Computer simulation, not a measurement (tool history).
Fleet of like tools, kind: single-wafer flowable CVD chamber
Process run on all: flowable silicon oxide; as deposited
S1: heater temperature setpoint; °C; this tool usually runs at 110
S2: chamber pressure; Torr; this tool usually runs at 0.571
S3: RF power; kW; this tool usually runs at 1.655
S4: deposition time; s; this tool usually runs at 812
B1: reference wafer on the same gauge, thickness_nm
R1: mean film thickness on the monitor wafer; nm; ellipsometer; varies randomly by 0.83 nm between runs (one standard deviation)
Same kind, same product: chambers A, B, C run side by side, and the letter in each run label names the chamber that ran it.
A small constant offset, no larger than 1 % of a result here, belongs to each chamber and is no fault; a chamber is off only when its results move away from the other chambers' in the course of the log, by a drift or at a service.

Run 1A, day 0.162: usual settings; B1 190.88. Result: R1 214.57 nm.
Run 2B, day 0.338: usual settings; B1 191.02. Result: R1 213.66 nm.
Run 3C, day 0.608: usual settings; B1 191.05. Result: R1 211.48 nm.
Run 4B, day 0.804: usual settings; B1 190.97. Result: R1 215.89 nm.
Run 5C, day 0.992: usual settings; B1 191.33. Result: R1 211.36 nm.
Run 6A, day 1.242: usual settings but S2 0.483 Torr; B1 191.23. Result: R1 168.95 nm.
Run 7C, day 1.383: usual settings but S2 0.483 Torr; B1 191.02. Result: R1 166.38 nm.
Run 8B, day 1.612: usual settings but S2 0.483 Torr; B1 190.93. Result: R1 168.42 nm.
Run 9A, day 1.817: usual settings but S1 115 °C, S4 679 s; B1 190.84. Result: R1 152.52 nm.
At day 1.95: chamber A: capacitance manometer re-zeroed and calibrated.
Run 10C, day 1.992: usual settings but S1 115 °C, S4 679 s; B1 191.04. Result: R1 150.79 nm.
Run 11B, day 2.142: usual settings but S1 115 °C, S4 679 s; B1 190.97. Result: R1 153.22 nm.
Run 12A, day 2.358: usual settings; B1 190.95. Result: R1 215.25 nm.
At day 2.521: chamber A: RF generator calibrated.
Run 13B, day 2.546: usual settings but S1 114 °C, S4 760 s; B1 191.1. Result: R1 177.46 nm.
Run 14C, day 2.775: usual settings but S1 114 °C, S4 760 s; B1 190.95. Result: R1 171.18 nm.
At day 2.875: chamber C: RF generator calibrated.
Run 15A, day 3.025: usual settings but S1 114 °C, S4 760 s; B1 191.18. Result: R1 178.2 nm.
Run 16C, day 3.196: usual settings; B1 191.19. Result: R1 206.54 nm.
Run 17A, day 3.425: usual settings; B1 190.87. Result: R1 215.67 nm.
Run 18B, day 3.658: usual settings; B1 190.85. Result: R1 214.68 nm.
Run 19B, day 3.908: usual settings; B1 190.85. Result: R1 214.08 nm.
Run 20C, day 4.108: usual settings; B1 191.04. Result: R1 205.55 nm.
Run 21A, day 4.238: usual settings; B1 191.03. Result: R1 214 nm.

Next, all 3 chambers run the settings below, one line each with question marks for the results. What does each chamber give?
Run 22A, day 4.446: usual settings but S1 101 °C. Result: R1 ?.
Run 22B, day 4.446: usual settings but S1 101 °C. Result: R1 ?.
Run 22C, day 4.446: usual settings but S1 101 °C. Result: R1 ?.

run      R1
22A   288.4
22B  288.25
22C  274.83
